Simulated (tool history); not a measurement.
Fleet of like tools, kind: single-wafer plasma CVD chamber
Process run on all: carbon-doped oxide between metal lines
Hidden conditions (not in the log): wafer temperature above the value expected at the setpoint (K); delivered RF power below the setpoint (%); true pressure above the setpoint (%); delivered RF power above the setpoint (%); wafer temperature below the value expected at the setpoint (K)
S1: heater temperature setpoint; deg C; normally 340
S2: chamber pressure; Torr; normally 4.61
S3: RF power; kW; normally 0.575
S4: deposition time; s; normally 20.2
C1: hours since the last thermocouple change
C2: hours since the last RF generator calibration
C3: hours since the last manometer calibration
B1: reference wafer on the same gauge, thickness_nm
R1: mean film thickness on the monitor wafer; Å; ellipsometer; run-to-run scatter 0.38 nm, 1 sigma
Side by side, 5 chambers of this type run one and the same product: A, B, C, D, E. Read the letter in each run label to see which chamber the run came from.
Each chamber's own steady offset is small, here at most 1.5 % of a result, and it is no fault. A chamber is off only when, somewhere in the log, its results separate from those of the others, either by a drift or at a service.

Run 1C, hour 4.4: usual settings; C1 392.6; C2 1339.4; C3 1132.1; B1 132.1. Result: R1 1166.8 Å.
Run 2B, hour 9.1: usual settings; C1 771.3; C2 825.3; C3 826.2; B1 132.05. Result: R1 1148.8 Å.
Run 3D, hour 11.7: usual settings; C1 431.3; C2 892.5; C3 318.1; B1 131.91. Result: R1 1164.5 Å.
Run 4E, hour 16.8: usual settings; C1 2033.5; C2 809.1; C3 1687; B1 132.07. Result: R1 1168.7 Å.
Run 5A, hour 19: usual settings; C1 2910.8; C2 985.5; C3 740.9; B1 131.89. Result: R1 1157.1 Å.
Run 6D, hour 22.9: usual settings; C1 442.5; C2 903.7; C3 329.3; B1 132.04. Result: R1 1172.8 Å.
Run 7A, hour 27.8: usual settings but S1 331 deg C, S3 0.54 kW; C1 2919.6; C2 994.3; C3 749.7; B1 132.01. Result: R1 1142 Å.
Run 8E, hour 31.1: usual settings but S1 331 deg C, S3 0.54 kW; C1 2047.8; C2 823.4; C3 1701.3; B1 131.96. Result: R1 1156.4 Å.
Run 9C, hour 33.4: usual settings but S1 331 deg C, S3 0.54 kW; C1 421.6; C2 1368.4; C3 1161.1; B1 132.1. Result: R1 1151.9 Å.
Run 10B, hour 36.6: usual settings but S1 331 deg C, S3 0.54 kW; C1 798.8; C2 852.8; C3 853.7; B1 132.12. Result: R1 1135.1 Å.
Run 11C, hour 40.3: usual settings but S1 331 deg C, S3 0.54 kW; C1 428.5; C2 1375.3; C3 1168; B1 132.14. Result: R1 1153.8 Å.
Run 12A, hour 43.1: usual settings; C1 2934.9; C2 1009.6; C3 765; B1 131.89. Result: R1 1158.6 Å.
Run 13B, hour 47.8: usual settings; C1 810; C2 864; C3 864.9; B1 131.95. Result: R1 1142.9 Å.
Run 14D, hour 51.5: usual settings; C1 471.1; C2 932.3; C3 357.9; B1 131.98. Result: R1 1167.3 Å.
Run 15E, hour 55.2: usual settings; C1 2071.9; C2 847.5; C3 1725.4; B1 132.03. Result: R1 1158.2 Å.
Run 16C, hour 58.6: usual settings; C1 446.8; C2 1393.6; C3 1186.3; B1 131.87. Result: R1 1163.8 Å.
Run 17D, hour 61.7: usual settings; C1 481.3; C2 942.5; C3 368.1; B1 132.03. Result: R1 1170 Å.
Run 18B, hour 64.6: usual settings; C1 826.8; C2 880.8; C3 881.7; B1 131.91. Result: R1 1142 Å.
Run 19E, hour 68.8: usual settings; C1 2085.5; C2 861.1; C3 1739; B1 131.91. Result: R1 1167.5 Å.
Run 20A, hour 72.3: usual settings; C1 2964.1; C2 1038.8; C3 794.2; B1 132.03. Result: R1 1151 Å.
Run 21D, hour 77.1: usual settings; C1 496.7; C2 957.9; C3 383.5; B1 131.99. Result: R1 1172.6 Å.
Run 22A, hour 81.7: usual settings; C1 2973.5; C2 1048.2; C3 803.6; B1 131.96. Result: R1 1155.5 Å.
Run 23C, hour 84.2: usual settings; C1 472.4; C2 1419.2; C3 1211.9; B1 132.06. Result: R1 1163.7 Å.
Run 24B, hour 86.5: usual settings; C1 848.7; C2 902.7; C3 903.6; B1 131.96. Result: R1 1139.4 Å.
Run 25E, hour 89.4: usual settings; C1 2106.1; C2 881.7; C3 1759.6; B1 131.97. Result: R1 1158.3 Å.
Run 26D, hour 93.9: usual settings; C1 513.5; C2 974.7; C3 400.3; B1 131.92. Result: R1 1167.3 Å.
Run 27B, hour 97.9: usual settings; C1 860.1; C2 914.1; C3 915; B1 131.98. Result: R1 1147.6 Å.
Run 28C, hour 101: usual settings; C1 489.2; C2 1436; C3 1228.7; B1 132.03. Result: R1 1162.9 Å.
Run 29A, hour 105.4: usual settings; C1 2997.2; C2 1071.9; C3 827.3; B1 132.01. Result: R1 1157.4 Å.
Run 30E, hour 110.3: usual settings; C1 2127; C2 902.6; C3 1780.5; B1 132. Result: R1 1161.8 Å.
Run 31C, hour 114.6: usual settings but S2 3.87 Torr; C1 502.8; C2 1449.6; C3 1242.3; B1 132.04. Result: R1 1131.8 Å.
Run 32B, hour 117.4: usual settings but S2 3.87 Torr; C1 879.6; C2 933.6; C3 934.5; B1 132.01. Result: R1 1125.1 Å.
Run 33E, hour 122.4: usual settings but S2 3.87 Torr; C1 2139.1; C2 914.7; C3 1792.6; B1 131.88. Result: R1 1140.1 Å.
Run 34A, hour 127.4: usual settings but S2 3.87 Torr; C1 3019.2; C2 1093.9; C3 849.3; B1 131.99. Result: R1 1120.6 Å.
Run 35D, hour 130.4: usual settings but S2 3.87 Torr; C1 550; C2 1011.2; C3 436.8; B1 132.06. Result: R1 1145.4 Å.
Run 36E, hour 134.1: usual settings; C1 2150.8; C2 926.4; C3 1804.3; B1 131.96. Result: R1 1168.6 Å.
Run 37B, hour 137.6: usual settings; C1 899.8; C2 953.8; C3 954.7; B1 132.04. Result: R1 1148.3 Å.
Run 38C, hour 140.2: usual settings; C1 528.4; C2 1475.2; C3 1267.9; B1 131.99. Result: R1 1163.8 Å.
Run 39D, hour 142.5: usual settings; C1 562.1; C2 1023.3; C3 448.9; B1 131.92. Result: R1 1163.9 Å.
Run 40A, hour 146.9: usual settings; C1 3038.7; C2 1113.4; C3 868.8; B1 132.01. Result: R1 1155.8 Å.

The same settings go to every chamber for the next run, one line per chamber below. Forecast the results for each:
Run 41A, hour 150.5: usual settings but S2 3.7 Torr. Result: R1 ?.
Run 41B, hour 150.5: usual settings but S2 3.7 Torr. Result: R1 ?.
Run 41C, hour 150.5: usual settings but S2 3.7 Torr. Result: R1 ?.
Run 41D, hour 150.5: usual settings but S2 3.7 Torr. Result: R1 ?.
Run 41E, hour 150.5: usual settings but S2 3.7 Torr. Result: R1 ?.

run      R1
41A    1125
41B  1113.5
41C  1134.3
41D  1130.5
41E  1128.8
